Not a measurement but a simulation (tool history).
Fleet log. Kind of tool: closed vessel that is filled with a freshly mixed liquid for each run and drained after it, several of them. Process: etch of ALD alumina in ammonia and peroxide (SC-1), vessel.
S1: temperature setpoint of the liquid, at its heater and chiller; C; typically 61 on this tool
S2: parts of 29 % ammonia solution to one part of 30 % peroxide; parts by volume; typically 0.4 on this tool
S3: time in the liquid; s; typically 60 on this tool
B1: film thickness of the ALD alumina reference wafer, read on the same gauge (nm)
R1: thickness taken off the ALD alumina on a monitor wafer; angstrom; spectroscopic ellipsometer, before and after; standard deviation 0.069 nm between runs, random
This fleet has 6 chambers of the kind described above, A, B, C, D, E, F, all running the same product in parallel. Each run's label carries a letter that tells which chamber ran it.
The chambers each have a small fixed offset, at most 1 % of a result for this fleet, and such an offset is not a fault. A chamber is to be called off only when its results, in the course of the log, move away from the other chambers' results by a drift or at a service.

run	hour	S1	S2	S3	B1	R1
1A	2.5	61	0.4	60	139.97	85.105
2B	6.2	61	0.4	60	140.02	86.351
3C	10.5	61	0.4	60	139.97	85.265
4D	13.2	61	0.4	60	140.02	84.519
5F	15.7	61	0.4	60	140	84.779
6E	18.2	56	0.4	45	139.99	49.395
# hour 20: chamber E: thermometer replaced
7C	22.5	56	0.4	45	139.99	50.326
8D	26.4	56	0.4	45	140.02	49.162
9F	29.4	56	0.4	45	139.99	49.098
10E	32.8	56	0.4	45	139.99	48.731
11A	36.6	56	0.4	45	140	49.101
# hour 37.6: chamber F: new drum of ammonia solution connected
12B	40.3	61	0.4	60	139.99	84.803
13B	43.2	61	0.4	45	139.98	63.743
14A	46.7	61	0.4	45	140.02	63.12
15F	49.2	61	0.4	45	139.98	64.124
16C	52.5	61	0.4	45	140	63.327
17E	57.2	61	0.4	45	140	63.238
18D	61.6	61	0.4	45	139.99	64.066
19A	64.6	61	0.4	60	140	84.03
20B	67.1	61	0.4	60	139.99	84.963
21E	69.6	61	0.4	60	140	84.459
22C	72.7	61	0.4	60	140.01	85.332
23F	76.2	61	0.4	60	139.99	84.513
24D	81.4	61	0.4	60	139.98	85.167
25A	86.6	61	0.4	60	140.01	86.042
26E	89	61	0.4	60	140.01	85.362
27C	94.2	61	0.4	60	139.98	85.78
28B	98.9	61	0.4	60	140	87.135
29D	102.4	61	0.4	60	139.99	84.702
# hour 104.9: chamber C: new drum of ammonia solution connected
30F	107.5	61	0.4	60	140.04	84.177
# hour 107.7: chamber C: thermometer replaced
# hour 110.6: chamber D: thermometer replaced
31B	111	61	0.4	60	140	84.215
32F	115.1	61	0.4	60	139.99	85.08
33A	119.5	61	0.4	60	140	84.745
34E	123.7	61	0.4	60	140.03	84.825
35D	127.2	61	0.4	60	140.01	85.4
36C	132.3	61	0.4	60	140.03	85.381
37C	135.3	61	0.4	60	140.03	85.694
# hour 140.2: chamber F: thermometer replaced
38F	140.7	54	0.4	60	139.97	58.558
39E	144.2	54	0.4	60	140	58.767
40A	148.9	54	0.4	60	140	58.05
41B	153.3	54	0.4	60	139.98	59.361
42D	158.6	54	0.4	60	140.01	59.042
43A	163.8	54	0.4	60	139.98	58.659
44F	168.8	61	0.4	60	139.99	84.29

Has any chamber moved away from the others, gradually or after a service, or does the common gauge drift, or do the chambers differ only by their own small steady offsets? State the chamber and the most likely cause if one applies.

Neither any chamber nor the gauge drifts; the chambers differ only by their own small, steady offsets.

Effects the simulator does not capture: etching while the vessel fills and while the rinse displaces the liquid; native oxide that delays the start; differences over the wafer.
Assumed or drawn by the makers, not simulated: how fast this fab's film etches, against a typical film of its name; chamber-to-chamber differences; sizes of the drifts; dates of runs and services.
